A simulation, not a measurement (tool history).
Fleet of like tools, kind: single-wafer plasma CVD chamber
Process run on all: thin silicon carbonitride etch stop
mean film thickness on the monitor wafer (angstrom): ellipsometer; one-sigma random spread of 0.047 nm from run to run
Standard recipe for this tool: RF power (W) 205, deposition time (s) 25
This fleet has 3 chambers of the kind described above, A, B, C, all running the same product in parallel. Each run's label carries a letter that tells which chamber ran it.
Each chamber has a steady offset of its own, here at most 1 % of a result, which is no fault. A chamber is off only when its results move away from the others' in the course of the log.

| run | hour | RF power (W) | deposition time (s) | read-back reference wafer on the same gauge, thickness_nm | mean film thickness on the monitor wafer (angstrom) |
|---|---|---|---|---|---|
| 1A | 11.8 | 205 | 25 | 16.914 | 143.48 |
| 2B | 20.8 | 205 | 25 | 16.899 | 142.64 |
| 3C | 27.8 | 205 | 25 | 16.905 | 143.87 |
| 4A | 40.8 | 205 | 25 | 16.897 | 144.03 |
| 5B | 48.9 | 205 | 25 | 16.882 | 142.94 |
| 6C | 61.7 | 205 | 25 | 16.898 | 142.93 |
| 7A | 67.9 | 205 | 25 | 16.893 | 144.89 |
| 8C | 77 | 205 | 25 | 16.897 | 143.89 |
| 9B | 84.8 | 205 | 25 | 16.9 | 143.1 |
| 10A | 99.4 | 205 | 25 | 16.9 | 143.73 |
| 11C | 112.4 | 205 | 25 | 16.901 | 143.53 |
| 12B | 122.8 | 205 | 25 | 16.908 | 143.73 |
| 13A | 136.5 | 190 | 23.4 | 16.885 | 131.68 |
|  | 142.5 | chamber A: thermocouple changed; heater temperature recalibrated |
| 14B | 143.7 | 190 | 23.4 | 16.899 | 131.05 |
| 15C | 151.7 | 190 | 23.4 | 16.908 | 131.75 |
| 16A | 165.2 | 205 | 25 | 16.891 | 143.79 |
|  | 173.1 | chamber B: RF generator calibrated |
| 17C | 174.3 | 240 | 20.7 | 16.911 | 123.54 |
| 18B | 184.4 | 240 | 20.7 | 16.884 | 123.3 |
| 19B | 193.9 | 240 | 20.7 | 16.902 | 123.87 |
| 20A | 202.1 | 205 | 25 | 16.906 | 144.05 |
| 21C | 214.5 | 205 | 25 | 16.912 | 142.28 |
| 22B | 225.4 | 205 | 25 | 16.911 | 143.39 |
| 23A | 233.3 | 205 | 25 | 16.905 | 144.65 |
| 24C | 245.1 | 220 | 25 | 16.908 | 144.47 |
| 25A | 255.9 | 220 | 25 | 16.897 | 146.82 |
| 26B | 268 | 220 | 25 | 16.898 | 146.48 |
| 27C | 276.6 | 205 | 25 | 16.908 | 140.12 |
| 28A | 288.7 | 205 | 25 | 16.897 | 144.12 |

Is one chamber off against the others, does the gauge drift, or is nothing wrong? If a chamber is off, say which, and what the likeliest cause is.

One chamber, C, drifts off from the rest bit by bit.
Cause: delivered RF power below the setpoint (%) = 7.78.

Below are 4 candidate recipes for chamber C's next run, each the usual settings with a change, their results shown as question marks. Which of them brings C's results back in line with what the other chambers give on the usual settings?
In-line tolerance around the mean of the other chambers on the usual settings: mean film thickness on the monitor wafer (angstrom) 1.7
| 29C-1 | 299.1 | 220 | 25 |  | ? |
| 29C-2 | 299.1 | 200 | 23.9 |  | ? |
| 29C-3 | 299.1 | 205 | 26.2 |  | ? |
| 29C-4 | 299.1 | 205 | 24.4 |  | ? |

The other chambers' mean on the usual settings: mean film thickness on the monitor wafer (angstrom) 143.58
| run | mean film thickness on the monitor wafer (angstrom) |
|---|---|
| 29C-1 | 142.95 |
| 29C-2 | 132.89 |
| 29C-3 | 146.74 |
| 29C-4 | 136.65 |
Change 29C-1 lands the chamber within the allowed miss of the other chambers.
